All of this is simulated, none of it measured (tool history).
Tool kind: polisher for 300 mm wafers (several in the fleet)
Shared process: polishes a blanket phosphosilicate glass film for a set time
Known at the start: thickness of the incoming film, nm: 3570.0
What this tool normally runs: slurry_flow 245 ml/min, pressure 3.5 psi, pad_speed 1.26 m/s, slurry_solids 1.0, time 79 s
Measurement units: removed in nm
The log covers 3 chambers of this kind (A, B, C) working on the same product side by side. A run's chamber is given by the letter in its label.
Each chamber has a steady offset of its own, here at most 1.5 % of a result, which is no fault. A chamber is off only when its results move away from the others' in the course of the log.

Run 1A, day 0.433: usual settings. Result: removed 737.03 nm.
Run 2C, day 0.767: usual settings. Result: removed 757.68 nm.
At day 0.800: chamber A: slurry nozzle cleaned.
Run 3B, day 1.004: usual settings. Result: removed 751.42 nm.
At day 1.225: chamber A: worn pad replaced by a new one.
At day 1.238: chamber B: conditioning disc replaced and pad reconditioned.
Run 4C, day 1.404: usual settings. Result: removed 754.35 nm.
Run 5B, day 1.858: usual settings. Result: removed 746.37 nm.
At day 2.067: chamber B: worn pad replaced by a new one.
Run 6A, day 2.121: usual settings. Result: removed 759.42 nm.
Run 7A, day 2.462: usual settings. Result: removed 744.45 nm.
At day 2.588: chamber B: head pressure recalibrated.
Run 8C, day 2.904: usual settings. Result: removed 755.31 nm.
Run 9B, day 3.329: usual settings. Result: removed 737.42 nm.
At day 3.429: chamber A: slurry blender recalibrated.
Run 10A, day 3.662: usual settings but slurry_flow 185 ml/min, pad_speed 1.44 m/s. Result: removed 827.99 nm.
Run 11B, day 3.900: usual settings but slurry_flow 185 ml/min, pad_speed 1.44 m/s. Result: removed 801.75 nm.
At day 4.121: chamber A: worn pad replaced by a new one.
At day 4.175: chamber C: worn pad replaced by a new one.
Run 12C, day 4.221: usual settings but slurry_flow 185 ml/min, pad_speed 1.44 m/s. Result: removed 811.89 nm.
At day 4.367: chamber B: worn pad replaced by a new one.
Run 13A, day 4.679: usual settings but pad_speed 1.48 m/s, time 61 s. Result: removed 683.24 nm.
Run 14B, day 5.025: usual settings but pad_speed 1.48 m/s, time 61 s. Result: removed 652.08 nm.
Run 15C, day 5.433: usual settings but pad_speed 1.48 m/s, time 61 s. Result: removed 672.03 nm.
At day 5.446: chamber C: slurry blender recalibrated.
Run 16A, day 5.675: usual settings. Result: removed 790.80 nm.
At day 5.783: chamber B: slurry nozzle cleaned.
Run 17B, day 6.162: usual settings. Result: removed 739.10 nm.
At day 6.225: chamber B: slurry blender recalibrated.
At day 6.583: chamber B: conditioning disc replaced and pad reconditioned.
Run 18C, day 6.642: usual settings but pressure 4.0 psi. Result: removed 859.18 nm.
At day 6.654: chamber A: worn pad replaced by a new one.
At day 6.654: chamber B: worn pad replaced by a new one.
Run 19A, day 6.879: usual settings but pressure 4.0 psi. Result: removed 912.68 nm.
Run 20B, day 7.262: usual settings but pressure 4.0 psi. Result: removed 864.76 nm.
Run 21C, day 7.575: usual settings but slurry_flow 300 ml/min, slurry_solids 0.8. Result: removed 678.39 nm.
Run 22B, day 7.788: usual settings but slurry_flow 300 ml/min, slurry_solids 0.8. Result: removed 682.60 nm.
Run 23A, day 8.088: usual settings but slurry_flow 300 ml/min, slurry_solids 0.8. Result: removed 731.94 nm.
Run 24C, day 8.450: usual settings. Result: removed 760.09 nm.
At day 8.483: chamber A: conditioning disc replaced and pad reconditioned.
Run 25B, day 8.858: usual settings. Result: removed 741.06 nm.
Run 26A, day 9.254: usual settings but pressure 4.1 psi, pad_speed 0.86 m/s. Result: removed 718.80 nm.
Run 27C, day 9.496: usual settings but pressure 4.1 psi, pad_speed 0.86 m/s. Result: removed 668.00 nm.
At day 9.525: chamber A: worn pad replaced by a new one.
At day 9.542: chamber B: worn pad replaced by a new one.
At day 9.562: chamber C: worn pad replaced by a new one.
Run 28B, day 9.808: usual settings but pressure 4.1 psi, pad_speed 0.86 m/s. Result: removed 641.65 nm.
Run 29A, day 10.038: usual settings. Result: removed 795.78 nm.
Run 30C, day 10.354: usual settings. Result: removed 757.07 nm.
Run 31C, day 10.592: usual settings. Result: removed 747.54 nm.
At day 10.629: chamber B: conditioning disc replaced and pad reconditioned.
Run 32B, day 11.050: usual settings. Result: removed 747.22 nm.
Run 33A, day 11.379: usual settings. Result: removed 813.05 nm.
Run 34C, day 11.646: usual settings. Result: removed 757.70 nm.
At day 11.854: chamber B: worn pad replaced by a new one.
Run 35A, day 12.029: usual settings. Result: removed 829.59 nm.
At day 12.225: chamber A: worn pad replaced by a new one.
Run 36B, day 12.367: usual settings. Result: removed 749.03 nm.
Run 37C, day 12.733: usual settings. Result: removed 754.54 nm.
Run 38B, day 13.200: usual settings. Result: removed 752.37 nm.
Run 39A, day 13.412: usual settings. Result: removed 834.30 nm.

Which is it: a chamber that has drifted or been left off by a service, a gauge drift common to all chambers, or only each chamber's usual small offset? If a chamber is off, name it and its likeliest cause.

Little by little, chamber A moves away from the other chambers.
Cause: head's pressure above its setpoint, % = 11.8.

Chamber A could run next with any of the 4 candidate recipes listed below; each alters the usual settings, and their results appear as question marks. Which one brings its results back in line with what the other chambers deliver on the usual settings?
To be in line, a result may differ from the other chambers' mean on the usual settings by at most: removed 31.00 nm
Run 40A-1, day 13.767: usual settings but slurry_solids 0.8. Result: removed ?.
Run 40A-2, day 13.767: usual settings but pressure 3.6 psi. Result: removed ?.
Run 40A-3, day 13.767: usual settings but pressure 3.4 psi, time 77 s. Result: removed ?.
Run 40A-4, day 13.767: usual settings but pressure 3.7 psi, pad_speed 1.34 m/s. Result: removed ?.

What the other chambers average on the usual settings: removed 750.28 nm
  run  removed
40A-1   754.62
40A-2   866.84
40A-3   798.64
40A-4   934.85
It is 40A-1 that realigns the chamber with its peers.
